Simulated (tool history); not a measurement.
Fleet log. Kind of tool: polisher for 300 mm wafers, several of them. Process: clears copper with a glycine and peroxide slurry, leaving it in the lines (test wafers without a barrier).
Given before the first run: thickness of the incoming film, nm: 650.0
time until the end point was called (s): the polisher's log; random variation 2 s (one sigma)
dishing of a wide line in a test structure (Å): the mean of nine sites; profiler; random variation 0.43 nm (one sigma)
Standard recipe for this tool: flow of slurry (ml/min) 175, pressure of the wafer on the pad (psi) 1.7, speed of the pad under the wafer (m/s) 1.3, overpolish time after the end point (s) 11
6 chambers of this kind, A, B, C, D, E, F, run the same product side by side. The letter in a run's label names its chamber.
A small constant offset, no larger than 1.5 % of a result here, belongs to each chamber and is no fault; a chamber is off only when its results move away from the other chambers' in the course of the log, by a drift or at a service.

run   hour  flow of slurry (ml/min)  pressure of the wafer on the pad (psi)  speed of the pad under the wafer (m/s)  overpolish time after the end point (s)  time until the end point was called (s)  dishing of a wide line in a test structure (Å)
 1D    4.8                      175                                     1.7                                     1.3                                       11                                   170.76                                          306.97
 2F    8.9                      175                                     1.7                                     1.3                                       11                                   163.07                                          313.67
 3C   14.5                      175                                     1.7                                     1.3                                       11                                   163.96                                          319.26
 4E   21.7                      175                                     1.7                                     1.3                                       11                                   166.73                                          316.21
      26.1  -- chamber D: slurry nozzle cleaned
 5A   26.2                      175                                     1.7                                     1.3                                       11                                   161.21                                          306.26
 6B   33.5                      175                                     1.7                                     1.3                                       11                                   165.54                                          310.92
 7E   37.7                      175                                     1.7                                     1.3                                       11                                   165.43                                          316.84
 8C   42.3                      175                                     2.3                                     1.3                                       11                                   130.13                                          404.88
 9A     47                      175                                     2.3                                     1.3                                       11                                   125.82                                          394.57
10D   52.3                      175                                     2.3                                     1.3                                       11                                   131.99                                          392.81
      56.7  -- chamber A: worn pad replaced by a new one
11F   57.4                      175                                     2.3                                     1.3                                       11                                   130.51                                          389.88
12B   61.6                      175                                     2.3                                     1.3                                       11                                   127.73                                          394.44
      64.1  -- chamber C: slurry nozzle cleaned
13C     66                      175                                     2.3                                     1.3                                       11                                   126.15                                          391.15
14F   71.8                      175                                     1.7                                     1.3                                       11                                    163.7                                          320.22
15D   75.8                      195                                       2                                     1.3                                       11                                   144.62                                          353.42
16A   80.8                      195                                       2                                     1.3                                       11                                   139.52                                          364.33
17E   85.6                      195                                       2                                     1.3                                       11                                   141.52                                          356.63
18B   92.3                      195                                       2                                     1.3                                       11                                   142.16                                          352.78
19A     97                      195                                       2                                     1.3                                       11                                   140.27                                          359.68
20E  100.8                      195                                       2                                     1.3                                       11                                   144.77                                          355.16
21C  107.8                      175                                     1.7                                     1.3                                       11                                   164.45                                           307.8
22B  114.9                      175                                     1.7                                     1.3                                       11                                   167.55                                          316.16
23F  118.8                      175                                     1.7                                     1.3                                       11                                   167.15                                          315.12
24D  124.9                      175                                     1.7                                     0.9                                       11                                   220.67                                           245.6
25A  131.6                      175                                     1.7                                     0.9                                       11                                   219.28                                          243.58
     132.1  -- chamber F: worn pad replaced by a new one
     134.4  -- chamber B: worn pad replaced by a new one
26B  134.8                      175                                     1.7                                     0.9                                       11                                   221.88                                          246.73
27E  141.8                      175                                     1.7                                     0.9                                       11                                   221.52                                          238.37
     142.2  -- chamber C: head pressure recalibrated
28D  147.2                      175                                     1.7                                     0.9                                       11                                   216.96                                          244.01
29C  151.2                      175                                     1.7                                     0.9                                       11                                   217.71                                          243.52
30F    157                      175                                     1.5                                     1.3                                       11                                   182.85                                          280.69
31A  164.2                      175                                     1.5                                     1.3                                       11                                   177.62                                          289.76
     166.3  -- chamber F: head pressure recalibrated
32F  167.6                      175                                     1.5                                     1.3                                       11                                   180.42                                           285.4
33B  172.4                      175                                     1.5                                     1.3                                       11                                   184.63                                          286.78
     172.5  -- chamber E: worn pad replaced by a new one
     176.3  -- chamber A: head pressure recalibrated
34D    179                      175                                     1.5                                     1.3                                       11                                   180.44                                          271.84
35C  184.6                      175                                     1.5                                     1.3                                       11                                   182.14                                          284.49
     186.5  -- chamber C: worn pad replaced by a new one
36E  188.5                      175                                     1.7                                     1.3                                       11                                   174.43                                          296.99
37C  194.3                      175                                     1.7                                     1.3                                       11                                   167.04                                          309.52
38B    200                      175                                     1.7                                     1.3                                       11                                   163.36                                          316.05
39E  203.3                      175                                     1.7                                     1.3                                       11                                   181.91                                          288.47
       205  -- chamber A: worn pad replaced by a new one
40F  209.9                      175                                     1.7                                     1.3                                       11                                   167.15                                          316.37
41A    215                      215                                     1.3                                     1.3                                       11                                   197.17                                          263.81

Read the log: is a single chamber off, either drifting away or since a service, is the gauge that measures every chamber drifting, or is nothing wrong beyond small per-chamber offsets? Name any odd chamber and what most likely caused it.

Chamber E drifts away from the others.
Cause: slurry flow missing at the pad, % = 41.5.
The log might look much the same if the cause were instead: head's pressure below its setpoint, %.

Chamber E could run next with any of the 4 candidate recipes listed below; each alters the usual settings, and their results appear as question marks. Which one brings its results back in line with what the other chambers deliver on the usual settings?
A result is in line if it is within this distance of the other chambers' mean on the usual settings: time until the end point was called (s) 7.1; dishing of a wide line in a test structure (Å) 15
42E-1  220.3                      170                                     1.6                                    1.22                                       11                                        ?                                               ?
42E-2  220.3                      175                                     1.7                                    1.32                                       11                                        ?                                               ?
42E-3  220.3                      180                                     1.8                                    1.38                                       11                                        ?                                               ?
42E-4  220.3                      175                                     1.7                                    1.28                                       11                                        ?                                               ?

Other chambers, usual settings, mean: time until the end point was called (s) 165.48; dishing of a wide line in a test structure (Å) 312.72
  run  time until the end point was called (s)  dishing of a wide line in a test structure (Å)
42E-1                                   202.26                                          260.89
42E-2                                   180.39                                          289.58
42E-3                                   165.35                                          313.51
42E-4                                   184.76                                          283.52
42E-3 puts the chamber back in line with the other chambers.

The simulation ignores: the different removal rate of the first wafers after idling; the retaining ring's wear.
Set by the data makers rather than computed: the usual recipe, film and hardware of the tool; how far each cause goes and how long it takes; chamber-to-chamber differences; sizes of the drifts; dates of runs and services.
